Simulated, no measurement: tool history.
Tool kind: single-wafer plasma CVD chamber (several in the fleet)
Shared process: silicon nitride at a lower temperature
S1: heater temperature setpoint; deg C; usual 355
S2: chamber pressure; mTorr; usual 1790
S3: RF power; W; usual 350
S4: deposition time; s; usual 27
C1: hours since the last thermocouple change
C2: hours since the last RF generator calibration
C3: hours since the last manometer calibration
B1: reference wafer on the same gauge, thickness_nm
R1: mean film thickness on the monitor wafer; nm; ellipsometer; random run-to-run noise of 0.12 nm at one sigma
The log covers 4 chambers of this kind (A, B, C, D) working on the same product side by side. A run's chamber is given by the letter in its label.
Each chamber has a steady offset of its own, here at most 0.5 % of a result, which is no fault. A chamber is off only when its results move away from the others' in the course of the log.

run	day	S1	S2	S3	S4	C1	C2	C3	B1	R1
1D	0.171	355	1790	350	27	1918.1	277.2	1842.2	41.415	35.919
2A	0.354	355	1790	350	27	718.7	753.6	274.8	41.382	36.432
3B	0.567	355	1790	350	27	2065.7	296.9	1900.4	41.387	36.192
4C	0.675	355	1790	350	27	78.6	1425.3	674.1	41.42	36.439
5D	0.888	355	1790	350	27	1935.3	294.4	1859.4	41.422	35.98
6B	0.988	355	1790	350	27	2075.8	307	1910.5	41.415	36.195
7C	1.142	355	1790	350	27	89.8	1436.5	685.3	41.399	36.238
8A	1.288	355	1790	350	27	741.1	776	297.2	41.404	36.435
9D	1.512	355	1790	350	27	1950.3	309.4	1874.4	41.402	35.631
10A	1.629	355	1790	350	27	749.3	784.2	305.4	41.395	36.257
11B	1.833	365	1790	350	27	2096.1	327.3	1930.8	41.423	35.916
12C	2.025	365	1790	350	27	111	1457.7	706.5	41.411	36.109
13B	2.142	365	1790	350	27	2103.5	334.7	1938.2	41.382	36.034
14A	2.354	365	1790	350	27	766.7	801.6	322.8	41.437	35.877
15C	2.483	355	1790	350	27	122	1468.7	717.5	41.408	36.26
# day 2.521: chamber C: RF generator calibrated
16D	2.667	355	1790	350	27	1978	337.1	1902.1	41.387	35.61
17A	2.825	355	1790	350	27	778	812.9	334.1	41.414	36.058
18B	3.05	355	1790	350	27	2125.3	356.5	1960	41.388	36.106
19D	3.271	355	1790	350	27	1992.5	351.6	1916.6	41.398	35.536
20C	3.504	355	1790	350	27	146.5	23.7	742	41.416	36.319
21C	3.662	355	1790	350	27	150.3	27.5	745.8	41.363	36.608
22B	3.892	355	1790	350	27	2145.5	376.7	1980.2	41.409	36.07
23A	4.038	355	1790	350	27	807.1	842	363.2	41.418	36.118
24D	4.271	355	1370	350	29.3	2016.5	375.6	1940.6	41.363	35.677
25A	4.492	355	1370	350	29.3	818	852.9	374.1	41.404	36.507
26B	4.654	355	1370	350	29.3	2163.8	395	1998.5	41.414	36.281
27C	4.767	355	1370	350	29.3	176.8	54	772.3	41.397	36.72
28D	4.867	355	1790	350	27	2030.8	389.9	1954.9	41.352	35.246
29C	5.033	355	1790	390	22.9	183.2	60.4	778.7	41.394	33.156
30A	5.254	355	1790	390	22.9	836.3	871.2	392.4	41.393	33.001
31D	5.371	355	1790	390	22.9	2042.9	402	1967	41.386	32.211
32B	5.512	355	1790	390	22.9	2184.4	415.6	2019.1	41.412	32.869
33B	5.679	355	1790	350	27	2188.4	419.6	2023.1	41.415	36.034
34C	5.812	355	1790	350	27	201.9	79.1	797.4	41.383	36.428
35A	5.996	355	1790	350	27	854.1	889	410.2	41.42	36.113
36D	6.138	355	1790	350	27	2061.3	420.4	1985.4	41.366	35.178
37C	6.279	355	1790	350	27	213.1	90.3	808.6	41.417	36.228
38D	6.467	355	1790	350	27	2069.2	428.3	1993.3	41.386	35.269
39B	6.575	355	1790	350	27	2209.9	441.1	2044.6	41.369	36.308
40A	6.717	355	1790	350	27	871.4	906.3	427.5	41.407	36.125
41A	6.854	355	1790	350	27	874.7	909.6	430.8	41.397	36.12
42B	6.988	355	1790	350	27	2219.8	451	2054.5	41.369	36.115
43D	7.125	355	1790	350	27	2085	444.1	2009.1	41.427	34.827

Next, every chamber runs the same settings. What will each give?
44A	7.296	355	1790	350	27					?
44B	7.296	355	1790	350	27					?
44C	7.296	355	1790	350	27					?
44D	7.296	355	1790	350	27					?

run	R1
44A	35.971
44B	36.058
44C	36.332
44D	35.072
